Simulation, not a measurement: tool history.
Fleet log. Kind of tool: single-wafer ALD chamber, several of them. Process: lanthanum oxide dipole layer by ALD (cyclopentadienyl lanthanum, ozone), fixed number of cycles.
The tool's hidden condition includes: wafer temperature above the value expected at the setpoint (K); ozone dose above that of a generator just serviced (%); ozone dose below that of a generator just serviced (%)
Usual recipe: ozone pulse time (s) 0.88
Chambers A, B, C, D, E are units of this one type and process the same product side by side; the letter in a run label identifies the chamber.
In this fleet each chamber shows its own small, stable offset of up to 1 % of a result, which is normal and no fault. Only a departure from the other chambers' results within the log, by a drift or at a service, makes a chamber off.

| run | hour | ozone pulse time (s) | hours since the last thermocouple change | hours since the last ozone generator service | read-back reference wafer on the same gauge, thickness_nm | mean film thickness on the monitor wafer (Å) |
|---|---|---|---|---|---|---|
| 1A | 6.6 | 0.88 | 914.8 | 760.9 | 0.52334 | 4.8056 |
| 2B | 13.4 | 0.88 | 196.6 | 623.3 | 0.52370 | 4.8338 |
| 3D | 23.2 | 0.88 | 198.2 | 409.1 | 0.52414 | 4.7480 |
|  | 27.8 | chamber B: ozone generator serviced |
| 4C | 28.3 | 0.88 | 1923.7 | 244.2 | 0.52475 | 4.8125 |
| 5E | 38.7 | 0.66 | 909.7 | 546.1 | 0.52390 | 4.2249 |
| 6C | 47.0 | 0.66 | 1942.4 | 262.9 | 0.52443 | 4.2641 |
| 7A | 53.9 | 0.66 | 962.1 | 808.2 | 0.52412 | 4.2640 |
| 8E | 62.8 | 0.66 | 933.8 | 570.2 | 0.52425 | 4.2725 |
| 9D | 73.9 | 0.66 | 248.9 | 459.8 | 0.52388 | 4.2204 |
| 10B | 80.3 | 0.88 | 263.5 | 52.5 | 0.52361 | 4.8641 |
| 11B | 87.0 | 0.88 | 270.2 | 59.2 | 0.52354 | 4.8502 |
| 12D | 92.3 | 0.88 | 267.3 | 478.2 | 0.52440 | 4.7648 |
| 13C | 97.9 | 0.88 | 1993.3 | 313.8 | 0.52364 | 4.8195 |
| 14E | 108.4 | 0.88 | 979.4 | 615.8 | 0.52386 | 4.7646 |
| 15A | 113.8 | 0.88 | 1022.0 | 868.1 | 0.52408 | 4.8160 |
| 16C | 121.3 | 0.71 | 2016.7 | 337.2 | 0.52399 | 4.4112 |
| 17D | 129.0 | 0.71 | 304.0 | 514.9 | 0.52381 | 4.3818 |
| 18E | 139.4 | 0.71 | 1010.4 | 646.8 | 0.52420 | 4.3826 |
| 19A | 147.9 | 0.71 | 1056.1 | 902.2 | 0.52406 | 4.3988 |
| 20B | 157.6 | 0.71 | 340.8 | 129.8 | 0.52354 | 4.4309 |
| 21D | 167.1 | 0.88 | 342.1 | 553.0 | 0.52394 | 4.7717 |
| 22A | 177.5 | 0.88 | 1085.7 | 931.8 | 0.52420 | 4.8010 |
| 23E | 188.3 | 0.99 | 1059.3 | 695.7 | 0.52433 | 4.9606 |
|  | 194.7 | chamber A: thermocouple changed; heater temperature recalibrated |
| 24B | 198.6 | 0.99 | 381.8 | 170.8 | 0.52380 | 5.0414 |
| 25C | 204.7 | 0.99 | 2100.1 | 420.6 | 0.52403 | 4.9875 |
| 26E | 211.6 | 0.99 | 1082.6 | 719.0 | 0.52416 | 4.9777 |
| 27A | 221.9 | 0.99 | 27.3 | 976.2 | 0.52380 | 5.0198 |
| 28B | 230.0 | 1.14 | 413.2 | 202.2 | 0.52393 | 5.2206 |
| 29C | 240.8 | 1.14 | 2136.2 | 456.7 | 0.52397 | 5.2432 |
| 30D | 249.5 | 1.14 | 424.5 | 635.4 | 0.52376 | 5.1459 |
| 31A | 255.3 | 1.14 | 60.7 | 1009.6 | 0.52413 | 5.2324 |
| 32C | 265.3 | 1.14 | 2160.7 | 481.2 | 0.52401 | 5.2365 |
| 33B | 273.1 | 0.88 | 456.3 | 245.3 | 0.52443 | 4.8386 |
| 34D | 284.2 | 0.88 | 459.2 | 670.1 | 0.52408 | 4.7511 |
| 35E | 289.3 | 0.88 | 1160.3 | 796.7 | 0.52366 | 4.7828 |
| 36A | 298.4 | 0.88 | 103.8 | 1052.7 | 0.52428 | 4.7861 |

What goes on in this fleet: one chamber off, a drifting gauge, or nothing beyond the chambers' own small offsets? Name the chamber and the cause, if any.

Nothing is wrong: each chamber keeps only its own small, steady offset and the gauge holds still.
